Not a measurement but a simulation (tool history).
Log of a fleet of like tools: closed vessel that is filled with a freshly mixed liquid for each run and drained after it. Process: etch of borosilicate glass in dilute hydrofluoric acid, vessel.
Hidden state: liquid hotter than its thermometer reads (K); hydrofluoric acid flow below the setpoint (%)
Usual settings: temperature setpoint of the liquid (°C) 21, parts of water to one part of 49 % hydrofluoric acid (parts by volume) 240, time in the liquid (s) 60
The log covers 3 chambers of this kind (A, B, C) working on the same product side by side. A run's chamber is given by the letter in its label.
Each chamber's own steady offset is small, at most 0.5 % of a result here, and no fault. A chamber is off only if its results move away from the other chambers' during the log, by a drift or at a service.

run,hour,temperature setpoint of the liquid (°C),parts of water to one part of 49 % hydrofluoric acid (parts by volume),time in the liquid (s),hours since the thermometer was replaced,hours since the hydrofluoric acid flow meter was replaced,"read-back film thickness of the borosilicate glass reference wafer, read on the same gauge (nm)",thickness taken off the borosilicate glass on a monitor wafer (angstrom)
1A,4.0,21,240,60,449.0,1137.0,100.010,101.300
2C,9.2,21,240,60,663.8,618.1,100.020,100.380
3B,15.4,21,240,60,1420.4,628.4,99.981,100.720
4A,19.7,21,240,60,464.7,1152.7,100.030,102.950
# hour 23.7: chamber C: hydrofluoric acid flow meter replaced
5C,23.8,21,240,60,678.4,0.2,99.990,99.813
6B,27.0,21,240,45,1432.0,640.0,100.040,75.220
7C,31.3,21,240,45,685.9,7.7,100.000,76.383
8A,36.0,21,240,45,481.0,1169.0,99.992,76.398
9B,41.9,21,240,60,1446.9,654.9,99.963,101.860
10A,46.1,21,240,60,491.1,1179.1,100.030,101.870
11C,49.3,21,240,60,703.9,25.7,99.981,101.270
12B,52.7,21,240,60,1457.7,665.7,100.020,101.670
13B,56.7,21,240,60,1461.7,669.7,99.982,99.932
14C,62.7,21,240,60,717.3,39.1,100.010,99.659
15A,65.9,21,240,60,510.9,1198.9,99.994,100.450
16C,72.3,24,195,60,726.9,48.7,99.996,145.880
17B,75.5,24,195,60,1480.5,688.5,100.020,144.700
18A,82.2,24,195,60,527.2,1215.2,99.982,141.740
19A,88.0,21,240,60,533.0,1221.0,99.999,99.460
20B,91.3,21,240,60,1496.3,704.3,100.040,101.510
21C,97.2,21,170,40,751.8,73.6,99.990,101.050
22B,104.0,21,170,40,1509.0,717.0,99.996,101.370
23C,110.9,21,170,40,765.5,87.3,99.987,100.620
24A,116.8,21,240,60,561.8,1249.8,100.030,98.008
25C,123.2,21,240,60,777.8,99.6,100.010,100.060
26B,129.6,21,170,60,1534.6,742.6,100.010,152.010
27A,133.8,21,170,60,578.8,1266.8,100.000,145.720
28C,138.4,21,170,60,793.0,114.8,99.967,152.540
29A,142.3,21,240,35,587.3,1275.3,99.996,55.230
30B,148.8,21,240,35,1553.8,761.8,99.995,58.594
31A,153.0,21,240,35,598.0,1286.0,100.000,56.788
32C,156.1,21,240,60,810.7,132.5,100.020,99.477
33B,160.3,21,240,60,1565.3,773.3,100.000,100.000

Next, every chamber runs the same settings. What will each give?
34A,165.3,21,240,35,,,,?
34B,165.3,21,240,35,,,,?
34C,165.3,21,240,35,,,,?

run,thickness taken off the borosilicate glass on a monitor wafer (angstrom)
34A,55.131
34B,58.602
34C,58.480
